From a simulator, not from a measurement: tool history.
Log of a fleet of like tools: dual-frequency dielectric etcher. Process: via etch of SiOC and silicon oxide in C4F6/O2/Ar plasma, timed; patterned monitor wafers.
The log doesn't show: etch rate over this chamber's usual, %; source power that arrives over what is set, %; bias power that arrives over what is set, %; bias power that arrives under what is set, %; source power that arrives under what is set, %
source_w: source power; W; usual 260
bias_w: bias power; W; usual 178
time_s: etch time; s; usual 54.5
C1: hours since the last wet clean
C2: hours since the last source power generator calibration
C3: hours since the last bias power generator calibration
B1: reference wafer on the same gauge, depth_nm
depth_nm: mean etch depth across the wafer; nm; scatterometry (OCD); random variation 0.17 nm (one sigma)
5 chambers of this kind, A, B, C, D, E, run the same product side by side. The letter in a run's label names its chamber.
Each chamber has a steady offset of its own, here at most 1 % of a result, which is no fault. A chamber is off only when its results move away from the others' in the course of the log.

Run 1A, day 0.629: usual settings; C1 82.1; C2 246.4; C3 1478.3; B1 57.916. Result: depth_nm 52.392 nm.
Run 2D, day 0.996: usual settings; C1 376.8; C2 2453.3; C3 2031.2; B1 57.863. Result: depth_nm 52.031 nm.
Run 3E, day 1.546: usual settings; C1 220.7; C2 1416.2; C3 299.5; B1 57.899. Result: depth_nm 51.649 nm.
Run 4B, day 1.946: usual settings; C1 152.2; C2 895; C3 3091.3; B1 57.883. Result: depth_nm 51.789 nm.
Run 5C, day 2.367: usual settings; C1 296.9; C2 997.8; C3 1734.1; B1 57.923. Result: depth_nm 51.774 nm.
Run 6B, day 2.804: usual settings; C1 172.8; C2 915.6; C3 3111.9; B1 57.859. Result: depth_nm 51.686 nm.
Run 7D, day 3.125: usual settings; C1 427.9; C2 2504.4; C3 2082.3; B1 57.898. Result: depth_nm 52.011 nm.
Run 8C, day 3.638: usual settings; C1 327.4; C2 1028.3; C3 1764.6; B1 57.877. Result: depth_nm 51.571 nm.
Run 9E, day 4.05: usual settings but bias_w 193 W; C1 280.8; C2 1476.3; C3 359.6; B1 57.9. Result: depth_nm 53.086 nm.
Run 10A, day 4.529: usual settings but bias_w 193 W; C1 175.7; C2 340; C3 1571.9; B1 57.873. Result: depth_nm 53.825 nm.
Run 11E, day 5.104: usual settings but bias_w 193 W; C1 306.1; C2 1501.6; C3 384.9; B1 57.879. Result: depth_nm 53.434 nm.
Run 12D, day 5.588: usual settings but bias_w 193 W; C1 487; C2 2563.5; C3 2141.4; B1 57.857. Result: depth_nm 53.391 nm.
At day 5.829: chamber C: wet clean of the chamber.
Run 13B, day 6.05: usual settings but bias_w 193 W; C1 250.7; C2 993.5; C3 3189.8; B1 57.949. Result: depth_nm 53.692 nm.
Run 14C, day 6.383: usual settings; C1 13.4; C2 1094.2; C3 1830.5; B1 57.917. Result: depth_nm 51.639 nm.
Run 15A, day 6.996: usual settings; C1 234.9; C2 399.2; C3 1631.1; B1 57.873. Result: depth_nm 52.64 nm.
Run 16C, day 7.438: usual settings; C1 38.7; C2 1119.5; C3 1855.8; B1 57.841. Result: depth_nm 51.692 nm.
Run 17B, day 7.729: usual settings; C1 291; C2 1033.8; C3 3230.1; B1 57.891. Result: depth_nm 51.837 nm.
At day 8.133: chamber E: wet clean of the chamber.
Run 18D, day 8.304: usual settings but bias_w 209 W, time_s 69 s; C1 552.2; C2 2628.7; C3 2206.6; B1 57.895. Result: depth_nm 69.227 nm.
At day 8.592: chamber D: wet clean of the chamber.
Run 19E, day 8.65: usual settings but bias_w 209 W, time_s 69 s; C1 12.5; C2 1586.7; C3 470; B1 57.877. Result: depth_nm 71.728 nm.
Run 20A, day 9.142: usual settings but bias_w 209 W, time_s 69 s; C1 286.4; C2 450.7; C3 1682.6; B1 57.941. Result: depth_nm 70.08 nm.
Run 21B, day 9.496: usual settings but bias_w 209 W, time_s 69 s; C1 333.4; C2 1076.2; C3 3272.5; B1 57.959. Result: depth_nm 69.37 nm.
Run 22C, day 9.829: usual settings but bias_w 209 W, time_s 69 s; C1 96.1; C2 1176.9; C3 1913.2; B1 57.893. Result: depth_nm 69.436 nm.
Run 23E, day 10.121: usual settings but bias_w 137 W; C1 47.8; C2 1622; C3 505.3; B1 57.889. Result: depth_nm 49.06 nm.
Run 24D, day 10.479: usual settings but bias_w 137 W; C1 45.4; C2 2680.9; C3 2258.8; B1 57.887. Result: depth_nm 48.07 nm.
Run 25A, day 11.046: usual settings but bias_w 137 W; C1 332.1; C2 496.4; C3 1728.3; B1 57.874. Result: depth_nm 48.25 nm.
Run 26D, day 11.379: usual settings but bias_w 137 W; C1 67; C2 2702.5; C3 2280.4; B1 57.89. Result: depth_nm 47.715 nm.
Run 27E, day 11.738: usual settings but bias_w 137 W; C1 86.6; C2 1660.8; C3 544.1; B1 57.965. Result: depth_nm 49.489 nm.
Run 28B, day 12.067: usual settings; C1 395.1; C2 1137.9; C3 3334.2; B1 57.878. Result: depth_nm 52.103 nm.
Run 29A, day 12.604: usual settings; C1 369.5; C2 533.8; C3 1765.7; B1 57.857. Result: depth_nm 52.435 nm.
At day 13.088: chamber A: wet clean of the chamber.
Run 30C, day 13.188: usual settings; C1 176.7; C2 1257.5; C3 1993.8; B1 57.883. Result: depth_nm 51.867 nm.
Run 31B, day 13.679: usual settings; C1 433.8; C2 1176.6; C3 3372.9; B1 57.896. Result: depth_nm 51.754 nm.
Run 32A, day 13.983: usual settings; C1 21.6; C2 566.9; C3 1798.8; B1 57.906. Result: depth_nm 52.453 nm.
Run 33E, day 14.279: usual settings but bias_w 165 W, time_s 69 s; C1 147.6; C2 1721.8; C3 605.1; B1 57.93. Result: depth_nm 66.453 nm.
Run 34C, day 14.617: usual settings but bias_w 165 W, time_s 69 s; C1 211; C2 1291.8; C3 2028.1; B1 57.856. Result: depth_nm 63.887 nm.
Run 35D, day 15.15: usual settings but bias_w 165 W, time_s 69 s; C1 157.5; C2 2793; C3 2370.9; B1 57.896. Result: depth_nm 64.325 nm.
At day 15.221: chamber B: wet clean of the chamber.
Run 36D, day 15.521: usual settings but bias_w 165 W, time_s 69 s; C1 166.4; C2 2801.9; C3 2379.8; B1 57.873. Result: depth_nm 64.52 nm.
Run 37B, day 16.133: usual settings but bias_w 165 W, time_s 69 s; C1 21.9; C2 1235.5; C3 3431.8; B1 57.896. Result: depth_nm 64.134 nm.
Run 38E, day 16.721: usual settings but source_w 320 W, bias_w 155 W; C1 206.2; C2 1780.4; C3 663.7; B1 57.924. Result: depth_nm 55.448 nm.
Run 39C, day 17.025: usual settings but source_w 320 W, bias_w 155 W; C1 268.8; C2 1349.6; C3 2085.9; B1 57.881. Result: depth_nm 53.76 nm.

Next, every chamber runs the same settings. What will each give?
Run 40A, day 17.496: usual settings. Result: depth_nm ?.
Run 40B, day 17.496: usual settings. Result: depth_nm ?.
Run 40C, day 17.496: usual settings. Result: depth_nm ?.
Run 40D, day 17.496: usual settings. Result: depth_nm ?.
Run 40E, day 17.496: usual settings. Result: depth_nm ?.

run  depth_nm
40A    52.628
40B    51.761
40C    51.608
40D    52.295
40E    54.075
